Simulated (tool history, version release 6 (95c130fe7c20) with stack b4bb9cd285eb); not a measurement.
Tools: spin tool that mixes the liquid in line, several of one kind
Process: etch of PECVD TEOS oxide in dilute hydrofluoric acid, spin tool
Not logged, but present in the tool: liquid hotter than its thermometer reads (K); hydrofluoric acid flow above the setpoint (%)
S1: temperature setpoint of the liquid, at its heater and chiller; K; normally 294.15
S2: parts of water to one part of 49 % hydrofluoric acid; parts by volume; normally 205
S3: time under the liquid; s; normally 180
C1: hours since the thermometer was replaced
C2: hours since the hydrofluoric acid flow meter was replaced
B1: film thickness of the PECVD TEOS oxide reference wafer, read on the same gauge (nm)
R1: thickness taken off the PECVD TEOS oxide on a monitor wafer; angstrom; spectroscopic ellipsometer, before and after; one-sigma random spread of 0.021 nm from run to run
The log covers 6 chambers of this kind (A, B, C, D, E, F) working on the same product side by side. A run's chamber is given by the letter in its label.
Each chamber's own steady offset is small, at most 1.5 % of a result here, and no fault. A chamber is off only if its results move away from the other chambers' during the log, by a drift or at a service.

{"run": "1E", "day": 0.442, "S1": 294.15, "S2": 205, "S3": 180, "C1": 1262.8, "C2": 145.6, "B1": 60.021, "R1": 58.975}
{"run": "2A", "day": 0.942, "S1": 294.15, "S2": 205, "S3": 180, "C1": 183, "C2": 1194.1, "B1": 59.988, "R1": 59.943}
{"day": 1.117, "done": "chamber C: hydrofluoric acid flow meter replaced"}
{"run": "3D", "day": 1.483, "S1": 294.15, "S2": 205, "S3": 180, "C1": 55.3, "C2": 551.7, "B1": 60.016, "R1": 59.523}
{"run": "4B", "day": 1.796, "S1": 294.15, "S2": 205, "S3": 180, "C1": 461.2, "C2": 1597.1, "B1": 60.003, "R1": 60.743}
{"run": "5F", "day": 2.083, "S1": 294.15, "S2": 205, "S3": 180, "C1": 331.7, "C2": 93.4, "B1": 59.999, "R1": 60.217}
{"run": "6C", "day": 2.342, "S1": 294.15, "S2": 205, "S3": 180, "C1": 2158.8, "C2": 29.4, "B1": 59.976, "R1": 59.294}
{"run": "7B", "day": 2.762, "S1": 294.15, "S2": 205, "S3": 180, "C1": 484.4, "C2": 1620.3, "B1": 59.978, "R1": 60.207}
{"run": "8D", "day": 3.325, "S1": 290.15, "S2": 205, "S3": 180, "C1": 99.5, "C2": 595.9, "B1": 59.967, "R1": 50.488}
{"run": "9A", "day": 3.829, "S1": 290.15, "S2": 205, "S3": 180, "C1": 252.3, "C2": 1263.4, "B1": 59.985, "R1": 51.1}
{"run": "10F", "day": 4.379, "S1": 290.15, "S2": 205, "S3": 180, "C1": 386.8, "C2": 148.5, "B1": 60.014, "R1": 51.568}
{"run": "11E", "day": 4.792, "S1": 290.15, "S2": 205, "S3": 180, "C1": 1367.2, "C2": 250, "B1": 59.994, "R1": 50.656}
{"run": "12C", "day": 5.104, "S1": 290.15, "S2": 205, "S3": 180, "C1": 2225.1, "C2": 95.7, "B1": 59.996, "R1": 50.865}
{"run": "13A", "day": 5.362, "S1": 290.15, "S2": 205, "S3": 180, "C1": 289.1, "C2": 1300.2, "B1": 59.993, "R1": 51.385}
{"run": "14C", "day": 5.708, "S1": 294.15, "S2": 145, "S3": 95, "C1": 2239.6, "C2": 110.2, "B1": 59.999, "R1": 46.418}
{"day": 6.096, "done": "chamber E: thermometer replaced"}
{"run": "15B", "day": 6.104, "S1": 294.15, "S2": 145, "S3": 95, "C1": 564.6, "C2": 1700.5, "B1": 60.01, "R1": 47.847}
{"run": "16D", "day": 6.45, "S1": 294.15, "S2": 145, "S3": 95, "C1": 174.5, "C2": 670.9, "B1": 60.01, "R1": 46.806}
{"run": "17E", "day": 6.729, "S1": 294.15, "S2": 145, "S3": 95, "C1": 15.2, "C2": 296.5, "B1": 60.029, "R1": 46.928}
{"run": "18F", "day": 7.012, "S1": 294.15, "S2": 145, "S3": 95, "C1": 450, "C2": 211.7, "B1": 59.993, "R1": 47.443}
{"run": "19C", "day": 7.496, "S1": 294.15, "S2": 145, "S3": 95, "C1": 2282.5, "C2": 153.1, "B1": 59.991, "R1": 46.668}
{"run": "20F", "day": 7.992, "S1": 294.15, "S2": 205, "S3": 180, "C1": 473.5, "C2": 235.2, "B1": 60.011, "R1": 60.014}
{"run": "21A", "day": 8.258, "S1": 294.15, "S2": 205, "S3": 215, "C1": 358.6, "C2": 1369.7, "B1": 59.993, "R1": 71.807}
{"run": "22D", "day": 8.775, "S1": 294.15, "S2": 205, "S3": 215, "C1": 230.3, "C2": 726.7, "B1": 60.001, "R1": 71.071}
{"run": "23E", "day": 9.171, "S1": 294.15, "S2": 205, "S3": 215, "C1": 73.8, "C2": 355.1, "B1": 60.007, "R1": 70.17}
{"day": 9.175, "done": "chamber A: hydrofluoric acid flow meter replaced"}
{"run": "24B", "day": 9.529, "S1": 294.15, "S2": 205, "S3": 215, "C1": 646.8, "C2": 1782.7, "B1": 60.008, "R1": 73.233}
{"run": "25A", "day": 9.833, "S1": 294.15, "S2": 205, "S3": 215, "C1": 396.4, "C2": 15.9, "B1": 60.019, "R1": 72.036}
{"run": "26F", "day": 10.125, "S1": 294.15, "S2": 205, "S3": 215, "C1": 524.7, "C2": 286.4, "B1": 60.004, "R1": 72.2}
{"run": "27E", "day": 10.642, "S1": 294.15, "S2": 205, "S3": 180, "C1": 109.1, "C2": 390.4, "B1": 59.993, "R1": 59.138}
{"day": 10.971, "done": "chamber C: thermometer replaced"}
{"run": "28B", "day": 11.021, "S1": 294.15, "S2": 205, "S3": 180, "C1": 682.6, "C2": 1818.5, "B1": 59.986, "R1": 61.478}
{"run": "29C", "day": 11.283, "S1": 294.15, "S2": 205, "S3": 180, "C1": 7.6, "C2": 244, "B1": 60.008, "R1": 59.06}
{"run": "30D", "day": 11.833, "S1": 296.15, "S2": 205, "S3": 145, "C1": 303.7, "C2": 800.1, "B1": 60.006, "R1": 51.921}
{"run": "31D", "day": 12.142, "S1": 296.15, "S2": 205, "S3": 145, "C1": 311.1, "C2": 807.5, "B1": 60.008, "R1": 51.836}
{"run": "32E", "day": 12.396, "S1": 296.15, "S2": 205, "S3": 145, "C1": 151.2, "C2": 432.5, "B1": 59.999, "R1": 51.056}
{"run": "33F", "day": 12.754, "S1": 296.15, "S2": 205, "S3": 145, "C1": 587.8, "C2": 349.5, "B1": 60.012, "R1": 52.547}
{"run": "34A", "day": 13.229, "S1": 296.15, "S2": 205, "S3": 145, "C1": 477.9, "C2": 97.4, "B1": 60.003, "R1": 52.011}
{"run": "35C", "day": 13.654, "S1": 296.15, "S2": 205, "S3": 145, "C1": 64.5, "C2": 300.9, "B1": 59.977, "R1": 51.945}
{"run": "36B", "day": 14.104, "S1": 294.15, "S2": 205, "S3": 80, "C1": 756.6, "C2": 1892.5, "B1": 59.998, "R1": 27.656}
{"day": 14.225, "done": "chamber B: hydrofluoric acid flow meter replaced"}
{"run": "37F", "day": 14.608, "S1": 294.15, "S2": 205, "S3": 80, "C1": 632.3, "C2": 394, "B1": 60.012, "R1": 26.751}
{"run": "38C", "day": 14.879, "S1": 294.15, "S2": 205, "S3": 80, "C1": 93.9, "C2": 330.3, "B1": 59.992, "R1": 26.393}
{"run": "39E", "day": 15.25, "S1": 294.15, "S2": 205, "S3": 80, "C1": 219.7, "C2": 501, "B1": 60.007, "R1": 26.137}
{"run": "40D", "day": 15.612, "S1": 294.15, "S2": 205, "S3": 80, "C1": 394.4, "C2": 890.8, "B1": 59.992, "R1": 26.528}
{"run": "41A", "day": 15.958, "S1": 294.15, "S2": 205, "S3": 80, "C1": 543.4, "C2": 162.9, "B1": 60.015, "R1": 26.97}
{"run": "42B", "day": 16.454, "S1": 294.15, "S2": 205, "S3": 180, "C1": 813, "C2": 53.6, "B1": 60.007, "R1": 62.552}
{"run": "43E", "day": 17.008, "S1": 294.15, "S2": 205, "S3": 180, "C1": 261.9, "C2": 543.2, "B1": 59.985, "R1": 58.949}
{"run": "44D", "day": 17.383, "S1": 294.15, "S2": 205, "S3": 180, "C1": 436.9, "C2": 933.3, "B1": 60.019, "R1": 59.061}

For the next run the whole fleet of 6 chambers uses the same settings. Give each chamber's results:
{"run": "45A", "day": 17.796, "S1": 294.15, "S2": 205, "S3": 180, "R1": "?"}
{"run": "45B", "day": 17.796, "S1": 294.15, "S2": 205, "S3": 180, "R1": "?"}
{"run": "45C", "day": 17.796, "S1": 294.15, "S2": 205, "S3": 180, "R1": "?"}
{"run": "45D", "day": 17.796, "S1": 294.15, "S2": 205, "S3": 180, "R1": "?"}
{"run": "45E", "day": 17.796, "S1": 294.15, "S2": 205, "S3": 180, "R1": "?"}
{"run": "45F", "day": 17.796, "S1": 294.15, "S2": 205, "S3": 180, "R1": "?"}

run=45A R1=60.28
run=45B R1=62.939
run=45C R1=59.28
run=45D R1=59.692
run=45E R1=59.128
run=45F R1=60.03

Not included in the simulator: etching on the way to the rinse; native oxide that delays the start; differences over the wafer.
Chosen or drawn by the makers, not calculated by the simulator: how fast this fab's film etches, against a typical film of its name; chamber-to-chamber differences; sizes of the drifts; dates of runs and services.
